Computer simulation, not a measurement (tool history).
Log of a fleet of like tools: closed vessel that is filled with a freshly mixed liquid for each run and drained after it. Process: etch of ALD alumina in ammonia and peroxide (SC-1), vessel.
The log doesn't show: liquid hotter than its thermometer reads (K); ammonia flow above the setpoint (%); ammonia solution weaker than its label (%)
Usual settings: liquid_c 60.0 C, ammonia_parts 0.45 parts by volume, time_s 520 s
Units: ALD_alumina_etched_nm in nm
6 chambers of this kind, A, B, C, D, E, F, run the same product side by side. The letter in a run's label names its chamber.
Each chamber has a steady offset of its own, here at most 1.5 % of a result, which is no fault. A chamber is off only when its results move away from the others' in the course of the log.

run	hour	liquid_c	ammonia_parts	time_s	hours since the thermometer was replaced	hours since the ammonia flow meter was replaced	hours since the drum of ammonia solution was connected	read-back film thickness of the ALD alumina reference wafer, read on the same gauge (nm)	ALD_alumina_etched_nm
1B	5.0	60.0	0.45	520	1672.4	703.1	221.9	50.019	39.162
2C	9.7	60.0	0.45	520	1572.6	1477.8	231.7	49.954	39.962
3F	14.3	60.0	0.45	520	678.6	118.6	204.7	50.016	38.570
4E	18.4	60.0	0.45	520	658.3	802.3	237.2	50.030	39.277
5D	22.6	60.0	0.45	520	495.1	294.2	277.5	49.969	39.247
6A	27.2	69.5	0.45	315	262.7	103.7	140.2	50.039	38.228
7A	32.6	69.5	0.45	315	268.1	109.1	145.6	49.980	38.281
8B	35.1	69.5	0.45	315	1702.5	733.2	252.0	50.002	37.606
9F	40.5	69.5	0.45	315	704.8	144.8	230.9	50.003	37.792
10D	44.4	69.5	0.45	315	516.9	316.0	299.3	50.003	37.785
11C	47.7	69.5	0.45	315	1610.6	1515.8	269.7	50.019	38.691
12E	51.5	60.0	0.45	520	691.4	835.4	270.3	50.025	39.428
13F	56.1	60.0	0.45	520	720.4	160.4	246.5	50.012	38.707
14B	58.7	60.0	0.45	520	1726.1	756.8	275.6	49.987	38.941
15C	61.4	60.0	0.45	520	1624.3	1529.5	283.4	50.024	39.401
# hour 66.0: chamber B: new drum of ammonia solution connected
16A	66.7	60.0	0.45	520	302.2	143.2	179.7	50.042	38.963
17D	72.1	60.0	0.45	520	544.6	343.7	327.0	49.990	39.279
18E	75.7	60.0	0.45	520	715.6	859.6	294.5	50.036	39.476
19E	80.3	60.0	0.45	520	720.2	864.2	299.1	49.986	39.556
20A	83.0	60.0	0.45	520	318.5	159.5	196.0	50.020	39.051
# hour 87.0: chamber F: new drum of ammonia solution connected
21C	87.3	60.0	0.45	520	1650.2	1555.4	309.3	49.999	39.638
22D	92.9	60.0	0.45	520	565.4	364.5	347.8	49.962	39.252
# hour 94.7: chamber E: ammonia flow meter replaced
23F	95.8	60.0	0.45	520	760.1	200.1	8.8	49.989	38.724
24B	100.8	60.0	0.45	520	1768.2	798.9	34.8	49.993	38.958
25F	105.5	60.0	0.45	520	769.8	209.8	18.5	49.976	38.828
26B	109.6	60.0	0.45	520	1777.0	807.7	43.6	49.988	38.942
27D	113.8	54.0	0.55	520	586.3	385.4	368.7	49.996	29.252
28C	118.7	54.0	0.55	520	1681.6	1586.8	340.7	49.992	29.446
29E	122.1	54.0	0.55	520	762.0	27.4	340.9	50.013	29.857
30A	124.6	54.0	0.55	520	360.1	201.1	237.6	50.004	29.194
31D	129.7	54.0	0.55	520	602.2	401.3	384.6	49.988	29.361
32A	134.1	54.0	0.55	520	369.6	210.6	247.1	50.030	28.955
33B	138.1	60.0	0.45	520	1805.5	836.2	72.1	50.023	39.058
# hour 140.8: chamber B: ammonia flow meter replaced
34E	141.4	60.0	0.45	520	781.3	46.7	360.2	50.024	40.612
# hour 142.1: chamber F: thermometer replaced
35C	145.9	60.0	0.45	520	1708.8	1614.0	367.9	50.008	39.719
36F	149.9	60.0	0.45	520	7.8	254.2	62.9	49.987	38.496
# hour 152.9: chamber B: thermometer replaced
37F	155.0	56.5	0.45	520	12.9	259.3	68.0	49.978	32.291
38B	158.0	56.5	0.45	520	5.1	17.3	92.0	49.978	32.564

All 6 chambers run these settings next. Forecast each chamber's results:
39A	162.1	60.0	0.45	520					?
39B	162.1	60.0	0.45	520					?
39C	162.1	60.0	0.45	520					?
39D	162.1	60.0	0.45	520					?
39E	162.1	60.0	0.45	520					?
39F	162.1	60.0	0.45	520					?

run	ALD_alumina_etched_nm
39A	39.054
39B	38.703
39C	39.492
39D	39.121
39E	40.737
39F	38.744

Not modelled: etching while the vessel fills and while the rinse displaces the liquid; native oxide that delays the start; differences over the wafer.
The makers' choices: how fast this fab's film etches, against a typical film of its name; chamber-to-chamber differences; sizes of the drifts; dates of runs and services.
